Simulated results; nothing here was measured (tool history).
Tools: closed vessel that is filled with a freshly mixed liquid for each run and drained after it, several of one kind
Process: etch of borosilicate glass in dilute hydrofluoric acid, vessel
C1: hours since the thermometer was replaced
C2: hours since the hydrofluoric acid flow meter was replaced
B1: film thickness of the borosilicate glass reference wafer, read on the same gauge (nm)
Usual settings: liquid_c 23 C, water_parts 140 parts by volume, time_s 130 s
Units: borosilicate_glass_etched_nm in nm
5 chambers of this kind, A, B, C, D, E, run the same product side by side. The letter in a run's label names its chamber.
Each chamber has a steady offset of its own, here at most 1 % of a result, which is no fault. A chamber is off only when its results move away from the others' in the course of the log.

run 1D hour=7 | liquid_c=23 water_parts=140 time_s=130 | C1=1595.3 C2=188.7 | B1=30.021 | borosilicate_glass_etched_nm=31.541
run 2E hour=11.1 | liquid_c=23 water_parts=140 time_s=130 | C1=1617.6 C2=308.8 | B1=30.025 | borosilicate_glass_etched_nm=31.462
run 3C hour=14.5 | liquid_c=23 water_parts=140 time_s=130 | C1=1709.4 C2=934.7 | B1=29.999 | borosilicate_glass_etched_nm=30.905
-- hour=16.6 chamber D: thermometer replaced
run 4A hour=18.9 | liquid_c=23 water_parts=140 time_s=130 | C1=591.2 C2=1141.5 | B1=29.989 | borosilicate_glass_etched_nm=31.604
run 5B hour=22.5 | liquid_c=23 water_parts=140 time_s=130 | C1=296.2 C2=165.9 | B1=30.03 | borosilicate_glass_etched_nm=31.527
-- hour=24.4 chamber E: thermometer replaced
run 6C hour=28.6 | liquid_c=23 water_parts=140 time_s=130 | C1=1723.5 C2=948.8 | B1=29.999 | borosilicate_glass_etched_nm=31.255
run 7A hour=35.4 | liquid_c=23 water_parts=90 time_s=130 | C1=607.7 C2=1158 | B1=29.996 | borosilicate_glass_etched_nm=52.106
run 8E hour=41.9 | liquid_c=23 water_parts=90 time_s=130 | C1=17.6 C2=339.6 | B1=30.006 | borosilicate_glass_etched_nm=52.076
run 9B hour=46.2 | liquid_c=23 water_parts=90 time_s=130 | C1=319.9 C2=189.6 | B1=29.998 | borosilicate_glass_etched_nm=52.464
run 10D hour=51.6 | liquid_c=23 water_parts=90 time_s=130 | C1=35 C2=233.3 | B1=30.011 | borosilicate_glass_etched_nm=51.211
run 11D hour=55.9 | liquid_c=23 water_parts=90 time_s=130 | C1=39.3 C2=237.6 | B1=29.985 | borosilicate_glass_etched_nm=51.762
run 12E hour=62.7 | liquid_c=23 water_parts=140 time_s=130 | C1=38.4 C2=360.4 | B1=30.008 | borosilicate_glass_etched_nm=31.159
run 13A hour=68.7 | liquid_c=23 water_parts=140 time_s=130 | C1=641 C2=1191.3 | B1=29.988 | borosilicate_glass_etched_nm=31.655
run 14C hour=72 | liquid_c=23 water_parts=140 time_s=130 | C1=1766.9 C2=992.2 | B1=30.005 | borosilicate_glass_etched_nm=31.234
run 15B hour=78.5 | liquid_c=23 water_parts=140 time_s=130 | C1=352.2 C2=221.9 | B1=30.012 | borosilicate_glass_etched_nm=31.702
run 16D hour=84.4 | liquid_c=23 water_parts=140 time_s=130 | C1=67.8 C2=266.1 | B1=30.011 | borosilicate_glass_etched_nm=31.384
run 17A hour=90.7 | liquid_c=23 water_parts=140 time_s=130 | C1=663 C2=1213.3 | B1=30.018 | borosilicate_glass_etched_nm=31.479
run 18C hour=97.2 | liquid_c=23 water_parts=140 time_s=130 | C1=1792.1 C2=1017.4 | B1=30.019 | borosilicate_glass_etched_nm=31.112
run 19E hour=100.7 | liquid_c=23 water_parts=140 time_s=130 | C1=76.4 C2=398.4 | B1=30.011 | borosilicate_glass_etched_nm=31.528
run 20B hour=106.9 | liquid_c=23 water_parts=140 time_s=130 | C1=380.6 C2=250.3 | B1=30.006 | borosilicate_glass_etched_nm=31.402
run 21E hour=111.7 | liquid_c=23 water_parts=140 time_s=130 | C1=87.4 C2=409.4 | B1=30.024 | borosilicate_glass_etched_nm=31.504
run 22B hour=117.2 | liquid_c=23 water_parts=140 time_s=130 | C1=390.9 C2=260.6 | B1=30.033 | borosilicate_glass_etched_nm=31.457
run 23C hour=123.2 | liquid_c=23 water_parts=140 time_s=130 | C1=1818.1 C2=1043.4 | B1=29.99 | borosilicate_glass_etched_nm=31.275
run 24A hour=128.6 | liquid_c=23 water_parts=140 time_s=130 | C1=700.9 C2=1251.2 | B1=29.984 | borosilicate_glass_etched_nm=31.635
run 25D hour=132.1 | liquid_c=23 water_parts=140 time_s=130 | C1=115.5 C2=313.8 | B1=29.978 | borosilicate_glass_etched_nm=31.573
run 26C hour=137.4 | liquid_c=23 water_parts=140 time_s=130 | C1=1832.3 C2=1057.6 | B1=29.998 | borosilicate_glass_etched_nm=31.016
run 27B hour=141.3 | liquid_c=23 water_parts=140 time_s=130 | C1=415 C2=284.7 | B1=30.004 | borosilicate_glass_etched_nm=31.609
run 28D hour=149.1 | liquid_c=23 water_parts=140 time_s=130 | C1=132.5 C2=330.8 | B1=29.998 | borosilicate_glass_etched_nm=31.371
run 29A hour=156 | liquid_c=23 water_parts=140 time_s=130 | C1=728.3 C2=1278.6 | B1=29.996 | borosilicate_glass_etched_nm=31.495
run 30E hour=162.3 | liquid_c=23 water_parts=140 time_s=130 | C1=138 C2=460 | B1=29.988 | borosilicate_glass_etched_nm=31.46
run 31B hour=167.2 | liquid_c=23 water_parts=140 time_s=130 | C1=440.9 C2=310.6 | B1=30.008 | borosilicate_glass_etched_nm=31.52
run 32E hour=171.7 | liquid_c=23 water_parts=140 time_s=130 | C1=147.4 C2=469.4 | B1=29.976 | borosilicate_glass_etched_nm=31.629
run 33C hour=178.5 | liquid_c=23 water_parts=140 time_s=130 | C1=1873.4 C2=1098.7 | B1=29.998 | borosilicate_glass_etched_nm=31.092
run 34A hour=184.2 | liquid_c=23 water_parts=140 time_s=130 | C1=756.5 C2=1306.8 | B1=30.005 | borosilicate_glass_etched_nm=31.65
run 35D hour=189.9 | liquid_c=23 water_parts=140 time_s=130 | C1=173.3 C2=371.6 | B1=30.022 | borosilicate_glass_etched_nm=31.414
run 36A hour=193.9 | liquid_c=23 water_parts=140 time_s=130 | C1=766.2 C2=1316.5 | B1=29.988 | borosilicate_glass_etched_nm=31.707
run 37B hour=200.9 | liquid_c=23 water_parts=140 time_s=130 | C1=474.6 C2=344.3 | B1=30.001 | borosilicate_glass_etched_nm=31.593
run 38C hour=208.3 | liquid_c=23 water_parts=140 time_s=130 | C1=1903.2 C2=1128.5 | B1=30.011 | borosilicate_glass_etched_nm=31.006
-- hour=211.2 chamber A: hydrofluoric acid flow meter replaced
run 39D hour=215.7 | liquid_c=23 water_parts=140 time_s=130 | C1=199.1 C2=397.4 | B1=29.983 | borosilicate_glass_etched_nm=31.505
run 40E hour=223.4 | liquid_c=23 water_parts=140 time_s=130 | C1=199.1 C2=521.1 | B1=30.015 | borosilicate_glass_etched_nm=31.476
run 41C hour=229.6 | liquid_c=23 water_parts=140 time_s=130 | C1=1924.5 C2=1149.8 | B1=30.005 | borosilicate_glass_etched_nm=31.252
run 42E hour=234 | liquid_c=23 water_parts=140 time_s=130 | C1=209.7 C2=531.7 | B1=29.977 | borosilicate_glass_etched_nm=31.426
run 43A hour=239.4 | liquid_c=23 water_parts=140 time_s=130 | C1=811.7 C2=28.2 | B1=29.969 | borosilicate_glass_etched_nm=31.448

Next, every chamber runs the same settings. What will each give?
run 44A hour=245 | liquid_c=20.5 water_parts=140 time_s=130 | borosilicate_glass_etched_nm=?
run 44B hour=245 | liquid_c=20.5 water_parts=140 time_s=130 | borosilicate_glass_etched_nm=?
run 44C hour=245 | liquid_c=20.5 water_parts=140 time_s=130 | borosilicate_glass_etched_nm=?
run 44D hour=245 | liquid_c=20.5 water_parts=140 time_s=130 | borosilicate_glass_etched_nm=?
run 44E hour=245 | liquid_c=20.5 water_parts=140 time_s=130 | borosilicate_glass_etched_nm=?

run=44A borosilicate_glass_etched_nm=28.8
run=44B borosilicate_glass_etched_nm=28.521
run=44C borosilicate_glass_etched_nm=28.067
run=44D borosilicate_glass_etched_nm=28.495
run=44E borosilicate_glass_etched_nm=28.224

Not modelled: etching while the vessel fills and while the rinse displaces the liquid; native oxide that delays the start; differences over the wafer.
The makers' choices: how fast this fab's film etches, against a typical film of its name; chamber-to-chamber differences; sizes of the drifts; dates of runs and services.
